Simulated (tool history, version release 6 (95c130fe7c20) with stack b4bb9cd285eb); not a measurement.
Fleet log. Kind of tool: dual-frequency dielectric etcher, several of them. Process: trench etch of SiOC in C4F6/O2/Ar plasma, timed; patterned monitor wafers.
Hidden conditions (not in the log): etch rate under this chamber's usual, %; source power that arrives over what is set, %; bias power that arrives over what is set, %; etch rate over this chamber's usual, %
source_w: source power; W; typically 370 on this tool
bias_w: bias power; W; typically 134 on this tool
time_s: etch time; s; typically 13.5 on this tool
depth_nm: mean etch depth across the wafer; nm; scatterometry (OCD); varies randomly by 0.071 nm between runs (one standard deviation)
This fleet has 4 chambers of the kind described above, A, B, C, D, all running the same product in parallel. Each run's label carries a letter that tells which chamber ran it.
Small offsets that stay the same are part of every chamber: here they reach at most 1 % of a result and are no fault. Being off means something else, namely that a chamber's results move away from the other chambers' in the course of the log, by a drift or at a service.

run,hour,source_w,bias_w,time_s,hours since the last wet clean,hours since the last source power generator calibration,hours since the last bias power generator calibration,"read-back reference wafer on the same gauge, depth_nm",depth_nm
1D,6.8,370,134,13.5,340.5,474.3,3868.1,27.115,24.862
2C,14.6,370,134,13.5,275.5,1415.4,2031.6,27.107,24.830
3B,23.3,370,134,13.5,96.8,586.1,355.8,27.121,24.988
4A,28.2,370,134,13.5,503.4,392.1,2361.5,27.099,25.045
5A,37.0,370,134,13.5,512.2,400.9,2370.3,27.103,24.972
6D,42.3,370,134,13.5,376.0,509.8,3903.6,27.118,24.827
7C,48.5,370,134,13.5,309.4,1449.3,2065.5,27.088,24.813
8B,56.2,370,134,13.5,129.7,619.0,388.7,27.102,24.717
9C,64.6,370,134,13.5,325.5,1465.4,2081.6,27.077,24.754
# hour 66.1: chamber A: wet clean of the chamber
# hour 66.9: chamber A: bias power generator calibrated
10D,69.1,370,134,13.5,402.8,536.6,3930.4,27.093,24.837
11B,76.9,370,134,13.5,150.4,639.7,409.4,27.103,24.623
12A,82.2,370,134,13.5,16.1,446.1,15.4,27.087,25.130
13D,89.2,370,134,13.5,422.9,556.7,3950.5,27.112,24.867
14B,96.1,370,134,13.5,169.6,658.9,428.6,27.122,24.607
15A,100.4,440,134,11.0,34.3,464.3,33.6,27.115,21.678
16C,106.0,440,134,11.0,366.9,1506.8,2123.0,27.094,21.673
17D,112.8,440,134,11.0,446.5,580.3,3974.1,27.083,21.626
18A,118.3,440,134,11.0,52.2,482.2,51.5,27.105,21.896
19B,126.9,450,134,17.0,200.4,689.7,459.4,27.109,33.553
20C,133.6,450,134,17.0,394.5,1534.4,2150.6,27.107,33.679
21B,141.5,450,134,17.0,215.0,704.3,474.0,27.118,33.223
22D,150.5,450,134,17.0,484.2,618.0,4011.8,27.113,33.719
23A,157.7,370,134,13.5,91.6,521.6,90.9,27.107,25.085
24C,162.5,370,134,13.5,423.4,1563.3,2179.5,27.105,24.866
25A,171.3,370,134,13.5,105.2,535.2,104.5,27.095,24.921
26C,177.3,370,134,13.5,438.2,1578.1,2194.3,27.092,24.953
# hour 182.5: chamber C: wet clean of the chamber
27D,185.3,370,134,13.5,519.0,652.8,4046.6,27.104,24.769
28B,191.4,400,134,13.5,264.9,754.2,523.9,27.112,24.941
29A,199.6,400,134,13.5,133.5,563.5,132.8,27.079,25.838
30B,205.1,400,134,13.5,278.6,767.9,537.6,27.097,24.810
31D,211.8,400,134,13.5,545.5,679.3,4073.1,27.097,25.561
# hour 218.6: chamber D: wet clean of the chamber
32C,219.9,330,114,13.5,37.5,1620.7,2236.9,27.096,22.661
33D,224.4,330,114,13.5,5.8,691.9,4085.7,27.098,22.690
34C,231.3,330,114,13.5,48.9,1632.1,2248.3,27.102,22.652
35B,239.4,330,114,13.5,312.9,802.2,571.9,27.112,21.831
36A,246.5,370,134,13.5,180.4,610.4,179.7,27.095,24.939
37C,251.6,370,134,13.5,69.2,1652.4,2268.6,27.095,24.689

Predict what each chamber gives when all 4 of them run the settings below next.
38A,258.2,370,134,13.5,,,,,?
38B,258.2,370,134,13.5,,,,,?
38C,258.2,370,134,13.5,,,,,?
38D,258.2,370,134,13.5,,,,,?

run,depth_nm
38A,24.992
38B,23.920
38C,24.701
38D,24.782

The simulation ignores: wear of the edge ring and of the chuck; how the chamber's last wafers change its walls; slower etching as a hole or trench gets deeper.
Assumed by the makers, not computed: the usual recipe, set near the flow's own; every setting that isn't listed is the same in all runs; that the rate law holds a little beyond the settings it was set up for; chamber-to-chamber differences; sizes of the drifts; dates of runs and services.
